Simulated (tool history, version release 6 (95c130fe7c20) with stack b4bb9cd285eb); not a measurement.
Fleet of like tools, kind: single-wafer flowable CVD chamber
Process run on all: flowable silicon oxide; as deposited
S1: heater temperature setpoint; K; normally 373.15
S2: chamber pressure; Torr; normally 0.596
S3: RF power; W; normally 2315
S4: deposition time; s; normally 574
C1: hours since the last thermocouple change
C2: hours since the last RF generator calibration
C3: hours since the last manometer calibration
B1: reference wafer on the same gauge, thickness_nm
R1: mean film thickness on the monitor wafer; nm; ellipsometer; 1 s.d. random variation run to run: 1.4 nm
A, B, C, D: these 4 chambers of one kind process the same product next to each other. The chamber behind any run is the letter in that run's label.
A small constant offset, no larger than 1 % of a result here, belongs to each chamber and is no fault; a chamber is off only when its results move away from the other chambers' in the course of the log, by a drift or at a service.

{"run": "1B", "hour": 8.3, "S1": 373.15, "S2": 0.596, "S3": 2315, "S4": 574, "C1": 774.7, "C2": 2504.3, "C3": 652.6, "B1": 220.64, "R1": 244.08}
{"run": "2D", "hour": 16.9, "S1": 373.15, "S2": 0.596, "S3": 2315, "S4": 574, "C1": 589.7, "C2": 825.7, "C3": 2158.2, "B1": 220.9, "R1": 242.28}
{"run": "3A", "hour": 23.6, "S1": 373.15, "S2": 0.596, "S3": 2315, "S4": 574, "C1": 2192.4, "C2": 901.9, "C3": 460.4, "B1": 220.86, "R1": 236.55}
{"run": "4C", "hour": 32.9, "S1": 373.15, "S2": 0.596, "S3": 2315, "S4": 574, "C1": 769.6, "C2": 1101.6, "C3": 1354.4, "B1": 221.36, "R1": 242.94}
{"run": "5D", "hour": 42.3, "S1": 373.15, "S2": 0.543, "S3": 2315, "S4": 574, "C1": 615.1, "C2": 851.1, "C3": 2183.6, "B1": 220.68, "R1": 212.12}
{"run": "6B", "hour": 55.5, "S1": 373.15, "S2": 0.543, "S3": 2315, "S4": 574, "C1": 821.9, "C2": 2551.5, "C3": 699.8, "B1": 220.88, "R1": 214.21}
{"run": "7A", "hour": 63.9, "S1": 373.15, "S2": 0.543, "S3": 2315, "S4": 574, "C1": 2232.7, "C2": 942.2, "C3": 500.7, "B1": 221.08, "R1": 208.16}
{"run": "8C", "hour": 78.8, "S1": 373.15, "S2": 0.543, "S3": 2315, "S4": 574, "C1": 815.5, "C2": 1147.5, "C3": 1400.3, "B1": 220.94, "R1": 214.01}
{"run": "9D", "hour": 87.4, "S1": 373.15, "S2": 0.596, "S3": 2315, "S4": 574, "C1": 660.2, "C2": 896.2, "C3": 2228.7, "B1": 221.1, "R1": 240.8}
{"run": "10B", "hour": 99.9, "S1": 373.15, "S2": 0.596, "S3": 2315, "S4": 574, "C1": 866.3, "C2": 2595.9, "C3": 744.2, "B1": 220.95, "R1": 241.43}
{"run": "11A", "hour": 113.8, "S1": 373.15, "S2": 0.596, "S3": 2315, "S4": 574, "C1": 2282.6, "C2": 992.1, "C3": 550.6, "B1": 221.05, "R1": 237.99}
{"run": "12C", "hour": 120.8, "S1": 373.15, "S2": 0.596, "S3": 2315, "S4": 574, "C1": 857.5, "C2": 1189.5, "C3": 1442.3, "B1": 220.96, "R1": 242.3}
{"run": "13A", "hour": 131.4, "S1": 373.15, "S2": 0.596, "S3": 2625, "S4": 505, "C1": 2300.2, "C2": 1009.7, "C3": 568.2, "B1": 221.17, "R1": 213.49}
{"hour": 134.9, "done": "chamber B: RF generator calibrated"}
{"run": "14C", "hour": 140.0, "S1": 373.15, "S2": 0.596, "S3": 2625, "S4": 505, "C1": 876.7, "C2": 1208.7, "C3": 1461.5, "B1": 221.24, "R1": 216.4}
{"run": "15B", "hour": 146.8, "S1": 373.15, "S2": 0.596, "S3": 2625, "S4": 505, "C1": 913.2, "C2": 11.9, "C3": 791.1, "B1": 220.83, "R1": 216.68}
{"run": "16D", "hour": 160.3, "S1": 373.15, "S2": 0.596, "S3": 2625, "S4": 505, "C1": 733.1, "C2": 969.1, "C3": 2301.6, "B1": 221.29, "R1": 213.3}
{"run": "17C", "hour": 168.2, "S1": 373.15, "S2": 0.596, "S3": 2315, "S4": 574, "C1": 904.9, "C2": 1236.9, "C3": 1489.7, "B1": 221.17, "R1": 244.65}
{"run": "18B", "hour": 182.6, "S1": 373.15, "S2": 0.596, "S3": 2315, "S4": 574, "C1": 949, "C2": 47.7, "C3": 826.9, "B1": 220.54, "R1": 242.18}
{"run": "19D", "hour": 192.2, "S1": 373.15, "S2": 0.596, "S3": 2315, "S4": 497, "C1": 765, "C2": 1001, "C3": 2333.5, "B1": 220.71, "R1": 209.34}
{"run": "20A", "hour": 206.8, "S1": 373.15, "S2": 0.596, "S3": 2315, "S4": 497, "C1": 2375.6, "C2": 1085.1, "C3": 643.6, "B1": 221.27, "R1": 205.25}
{"hour": 213.9, "done": "chamber B: thermocouple changed; heater temperature recalibrated"}
{"run": "21A", "hour": 215.5, "S1": 373.15, "S2": 0.596, "S3": 2315, "S4": 497, "C1": 2384.3, "C2": 1093.8, "C3": 652.3, "B1": 221.02, "R1": 206.77}
{"run": "22D", "hour": 223.6, "S1": 373.15, "S2": 0.596, "S3": 2315, "S4": 497, "C1": 796.4, "C2": 1032.4, "C3": 2364.9, "B1": 220.87, "R1": 210.12}
{"run": "23B", "hour": 231.7, "S1": 373.15, "S2": 0.596, "S3": 2080, "S4": 574, "C1": 17.8, "C2": 96.8, "C3": 876, "B1": 220.84, "R1": 219.36}
{"run": "24C", "hour": 243.4, "S1": 373.15, "S2": 0.596, "S3": 2080, "S4": 574, "C1": 980.1, "C2": 1312.1, "C3": 1564.9, "B1": 220.72, "R1": 239.06}
{"run": "25D", "hour": 258.9, "S1": 373.15, "S2": 0.596, "S3": 2080, "S4": 574, "C1": 831.7, "C2": 1067.7, "C3": 2400.2, "B1": 220.85, "R1": 235.23}
{"run": "26A", "hour": 266.1, "S1": 373.15, "S2": 0.596, "S3": 2080, "S4": 574, "C1": 2434.9, "C2": 1144.4, "C3": 702.9, "B1": 220.93, "R1": 236.04}
{"run": "27B", "hour": 277.7, "S1": 373.15, "S2": 0.596, "S3": 2315, "S4": 574, "C1": 63.8, "C2": 142.8, "C3": 922, "B1": 220.85, "R1": 222.44}
{"run": "28C", "hour": 293.2, "S1": 373.15, "S2": 0.596, "S3": 2315, "S4": 574, "C1": 1029.9, "C2": 1361.9, "C3": 1614.7, "B1": 220.79, "R1": 242.69}
{"run": "29C", "hour": 300.4, "S1": 373.15, "S2": 0.596, "S3": 2315, "S4": 574, "C1": 1037.1, "C2": 1369.1, "C3": 1621.9, "B1": 221.22, "R1": 241.52}
{"run": "30A", "hour": 309.9, "S1": 360.15, "S2": 0.596, "S3": 2315, "S4": 574, "C1": 2478.7, "C2": 1188.2, "C3": 746.7, "B1": 220.96, "R1": 358.29}
{"run": "31D", "hour": 320.3, "S1": 360.15, "S2": 0.596, "S3": 2315, "S4": 574, "C1": 893.1, "C2": 1129.1, "C3": 2461.6, "B1": 220.83, "R1": 367.68}
{"run": "32B", "hour": 335.7, "S1": 360.15, "S2": 0.596, "S3": 2315, "S4": 574, "C1": 121.8, "C2": 200.8, "C3": 980, "B1": 221.01, "R1": 341.2}

What goes on in this fleet: one chamber off, a drifting gauge, or nothing beyond the chambers' own small offsets? Name the chamber and the cause, if any.

A service left chamber B off against the others.
What lies behind it: wafer temperature above the value expected at the setpoint (K) = 2.34.

Chamber B could run next with any of the 4 candidate recipes listed below; each alters the usual settings, and their results appear as question marks. Which one brings its results back in line with what the other chambers deliver on the usual settings?
In line means no further than this from the other chambers' mean on the usual settings: R1 5 nm
{"run": "33B-1", "hour": 346.8, "S1": 373.15, "S2": 0.596, "S3": 2290, "S4": 534, "R1": "?"}
{"run": "33B-2", "hour": 346.8, "S1": 371.15, "S2": 0.596, "S3": 2320, "S4": 574, "R1": "?"}
{"run": "33B-3", "hour": 346.8, "S1": 375.15, "S2": 0.579, "S3": 2315, "S4": 566, "R1": "?"}
{"run": "33B-4", "hour": 346.8, "S1": 371.15, "S2": 0.613, "S3": 2320, "S4": 582, "R1": "?"}

What the other chambers average on the usual settings: R1 240.28 nm
run=33B-1 R1=208.49
run=33B-2 R1=240.14
run=33B-3 R1=198.71
run=33B-4 R1=253.47
The answer is 33B-2, which returns the chamber to within the allowed miss of the others.

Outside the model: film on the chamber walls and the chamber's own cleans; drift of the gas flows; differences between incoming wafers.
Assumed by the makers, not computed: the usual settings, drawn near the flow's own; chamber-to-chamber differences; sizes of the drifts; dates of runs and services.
